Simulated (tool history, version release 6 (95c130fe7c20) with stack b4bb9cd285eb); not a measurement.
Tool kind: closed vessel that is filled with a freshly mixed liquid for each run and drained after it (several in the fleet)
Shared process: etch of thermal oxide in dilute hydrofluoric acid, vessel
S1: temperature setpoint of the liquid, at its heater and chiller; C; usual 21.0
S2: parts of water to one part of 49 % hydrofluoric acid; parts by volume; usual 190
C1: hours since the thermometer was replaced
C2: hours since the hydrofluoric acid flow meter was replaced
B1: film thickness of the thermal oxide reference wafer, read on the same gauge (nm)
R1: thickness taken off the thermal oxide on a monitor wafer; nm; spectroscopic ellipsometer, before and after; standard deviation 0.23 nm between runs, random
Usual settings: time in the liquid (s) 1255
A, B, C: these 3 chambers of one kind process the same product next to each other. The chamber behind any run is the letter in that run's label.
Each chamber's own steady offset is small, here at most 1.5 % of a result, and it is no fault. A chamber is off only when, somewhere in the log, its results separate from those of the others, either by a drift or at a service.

At day 0.171: chamber C: hydrofluoric acid flow meter replaced.
Run 1B, day 0.171: usual settings; C1 520.6; C2 73.0; B1 149.99. Result: R1 25.994 nm.
Run 2A, day 0.358: usual settings; C1 1711.5; C2 153.9; B1 149.99. Result: R1 25.579 nm.
Run 3C, day 0.600: usual settings; C1 378.2; C2 10.4; B1 150.01. Result: R1 24.916 nm.
Run 4C, day 0.850: usual settings; C1 384.2; C2 16.4; B1 150.00. Result: R1 25.432 nm.
Run 5A, day 1.117: usual settings; C1 1729.7; C2 172.1; B1 150.01. Result: R1 25.266 nm.
Run 6B, day 1.367: usual settings but time in the liquid (s) 615; C1 549.3; C2 101.7; B1 149.99. Result: R1 12.681 nm.
Run 7C, day 1.583: usual settings but time in the liquid (s) 615; C1 401.8; C2 34.0; B1 150.01. Result: R1 12.362 nm.
Run 8A, day 1.846: usual settings but time in the liquid (s) 615; C1 1747.2; C2 189.6; B1 150.00. Result: R1 12.297 nm.
Run 9B, day 2.067: usual settings; C1 566.1; C2 118.5; B1 150.01. Result: R1 26.339 nm.
Run 10C, day 2.312: usual settings; C1 419.3; C2 51.5; B1 150.03. Result: R1 25.278 nm.
Run 11A, day 2.450: usual settings; C1 1761.7; C2 204.1; B1 149.99. Result: R1 25.761 nm.
Run 12B, day 2.704: usual settings; C1 581.4; C2 133.8; B1 149.99. Result: R1 25.854 nm.
Run 13C, day 2.933: usual settings; C1 434.2; C2 66.4; B1 150.00. Result: R1 25.524 nm.
Run 14B, day 3.154: usual settings; C1 592.2; C2 144.6; B1 150.01. Result: R1 25.926 nm.
Run 15A, day 3.283: usual settings; C1 1781.7; C2 224.1; B1 149.98. Result: R1 25.262 nm.
Run 16C, day 3.462: usual settings but S1 25.0 C, time in the liquid (s) 1905; C1 446.9; C2 79.1; B1 150.00. Result: R1 44.987 nm.
Run 17A, day 3.654: usual settings but S1 25.0 C, time in the liquid (s) 1905; C1 1790.6; C2 233.0; B1 150.01. Result: R1 44.340 nm.
Run 18B, day 3.775: usual settings but S1 25.0 C, time in the liquid (s) 1905; C1 607.1; C2 159.5; B1 150.01. Result: R1 44.934 nm.
Run 19B, day 3.983: usual settings; C1 612.1; C2 164.5; B1 150.01. Result: R1 25.759 nm.
Run 20C, day 4.129: usual settings; C1 462.9; C2 95.1; B1 150.00. Result: R1 25.737 nm.
Run 21A, day 4.392: usual settings; C1 1808.3; C2 250.7; B1 150.00. Result: R1 25.242 nm.
Run 22A, day 4.550: usual settings; C1 1812.1; C2 254.5; B1 149.99. Result: R1 24.676 nm.
Run 23B, day 4.762: usual settings; C1 630.8; C2 183.2; B1 149.98. Result: R1 26.452 nm.
Run 24C, day 4.962: usual settings; C1 482.9; C2 115.1; B1 150.01. Result: R1 25.474 nm.
Run 25C, day 5.158: usual settings; C1 487.6; C2 119.8; B1 149.99. Result: R1 25.373 nm.
Run 26B, day 5.288: usual settings; C1 643.4; C2 195.8; B1 150.00. Result: R1 25.986 nm.
Run 27A, day 5.479: usual settings; C1 1834.4; C2 276.8; B1 150.00. Result: R1 24.650 nm.
Run 28C, day 5.612: usual settings; C1 498.5; C2 130.7; B1 149.99. Result: R1 25.269 nm.
Run 29B, day 5.846: usual settings; C1 656.8; C2 209.2; B1 150.00. Result: R1 26.082 nm.
Run 30A, day 6.075: usual settings; C1 1848.7; C2 291.1; B1 150.00. Result: R1 24.980 nm.
Run 31B, day 6.258: usual settings; C1 666.7; C2 219.1; B1 149.99. Result: R1 26.373 nm.
Run 32A, day 6.525: usual settings; C1 1859.5; C2 301.9; B1 150.00. Result: R1 24.358 nm.
Run 33C, day 6.683: usual settings; C1 524.2; C2 156.4; B1 149.99. Result: R1 25.441 nm.
Run 34B, day 6.954: usual settings; C1 683.4; C2 235.8; B1 150.01. Result: R1 26.133 nm.
Run 35A, day 7.083: usual settings; C1 1872.9; C2 315.3; B1 150.02. Result: R1 24.324 nm.
Run 36C, day 7.333: usual settings; C1 539.8; C2 172.0; B1 149.99. Result: R1 25.364 nm.
Run 37A, day 7.575: usual settings; C1 1884.7; C2 327.1; B1 149.99. Result: R1 24.302 nm.
Run 38B, day 7.812: usual settings; C1 704.0; C2 256.4; B1 150.00. Result: R1 25.953 nm.
Run 39C, day 7.942: usual settings; C1 554.4; C2 186.6; B1 149.99. Result: R1 25.431 nm.
Run 40B, day 8.079: usual settings but S2 160 parts by volume, time in the liquid (s) 1690; C1 710.4; C2 262.8; B1 150.00. Result: R1 42.537 nm.
Run 41C, day 8.254: usual settings but S2 160 parts by volume, time in the liquid (s) 1690; C1 561.9; C2 194.1; B1 149.98. Result: R1 42.213 nm.
Run 42A, day 8.492: usual settings but S2 160 parts by volume, time in the liquid (s) 1690; C1 1906.7; C2 349.1; B1 150.00. Result: R1 40.083 nm.
Run 43A, day 8.708: usual settings but S1 25.5 C, S2 275 parts by volume; C1 1911.9; C2 354.3; B1 149.99. Result: R1 17.664 nm.
Run 44C, day 8.912: usual settings but S1 25.5 C, S2 275 parts by volume; C1 577.7; C2 209.9; B1 150.01. Result: R1 18.976 nm.

Each of the 3 chambers runs these same settings next. Fill in every chamber's results:
Run 45A, day 9.108: usual settings but S2 140 parts by volume. Result: R1 ?.
Run 45B, day 9.108: usual settings but S2 140 parts by volume. Result: R1 ?.
Run 45C, day 9.108: usual settings but S2 140 parts by volume. Result: R1 ?.

run      R1
45A  34.117
45B  36.779
45C  36.614

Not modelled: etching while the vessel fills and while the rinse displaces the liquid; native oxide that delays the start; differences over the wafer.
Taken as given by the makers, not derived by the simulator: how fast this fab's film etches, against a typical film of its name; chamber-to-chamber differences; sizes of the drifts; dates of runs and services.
